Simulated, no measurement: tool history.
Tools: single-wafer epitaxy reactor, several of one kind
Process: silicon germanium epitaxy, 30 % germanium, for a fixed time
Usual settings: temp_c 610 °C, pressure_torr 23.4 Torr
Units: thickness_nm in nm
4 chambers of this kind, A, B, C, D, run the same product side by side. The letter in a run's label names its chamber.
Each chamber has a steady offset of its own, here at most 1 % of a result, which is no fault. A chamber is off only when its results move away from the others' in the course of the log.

run   hour  temp_c  pressure_torr  read-back reference wafer on the same gauge, thickness_nm  thickness_nm
 1A    7.2     610           23.4                                                     66.324        74.688
 2D   14.0     610           23.4                                                     66.356        75.268
 3C   21.8     610           23.4                                                     66.287        75.089
 4B   28.6     610           23.4                                                     66.265        75.285
 5D   37.6     610           23.4                                                     66.265        76.389
 6C   42.6     610           23.4                                                     66.286        75.751
 7A   52.0     610           23.4                                                     66.227        75.074
 8B   57.3     610           23.4                                                     66.322        75.332
 9D   61.4     598           23.4                                                     66.346        60.755
10B   66.3     598           23.4                                                     66.308        60.536
11C   73.7     598           23.4                                                     66.356        60.907
12A   81.7     598           23.4                                                     66.213        60.327
13D   86.0     610           23.4                                                     66.253        75.462
14C   93.3     610           23.4                                                     66.289        75.664
15A  101.8     605           27.1                                                     66.344        72.426
16B  109.9     605           27.1                                                     66.250        73.550
17C  118.5     605           27.1                                                     66.270        73.454
18B  124.2     605           27.1                                                     66.376        72.691
19A  130.6     610           23.4                                                     66.291        74.764
20D  137.6     616           23.4                                                     66.345        84.783
21C  143.3     616           23.4                                                     66.367        84.064
22B  150.0     616           23.4                                                     66.297        83.350
23D  157.5     616           23.4                                                     66.337        83.592
24A  163.2     610           23.4                                                     66.260        75.164
25B  171.2     610           23.4                                                     66.371        75.632
26D  177.2     615           23.4                                                     66.298        82.778
     183.5  -- chamber C: pyrometer calibrated
27A  184.0     615           23.4                                                     66.209        81.451
28C  192.2     615           23.4                                                     66.346        81.840
29C  200.2     615           23.4                                                     66.279        81.687
30B  204.9     610           23.4                                                     66.314        74.424
31D  211.5     610           23.4                                                     66.306        75.921
32A  218.1     610           23.4                                                     66.297        74.930
33D  224.6     610           23.4                                                     66.261        75.890
34C  232.4     610           23.4                                                     66.300        75.756
35B  238.7     610           23.4                                                     66.280        74.830
36A  248.1     610           23.4                                                     66.269        75.172
37B  253.8     618           28.0                                                     66.296        92.198
38C  260.0     618           28.0                                                     66.281        93.172

All 4 chambers run these settings next. Forecast each chamber's results:
39A  266.7     610           28.3                                                                        ?
39B  266.7     610           28.3                                                                        ?
39C  266.7     610           28.3                                                                        ?
39D  266.7     610           28.3                                                                        ?

run  thickness_nm
39A        81.424
39B        80.984
39C        80.969
39D        81.518
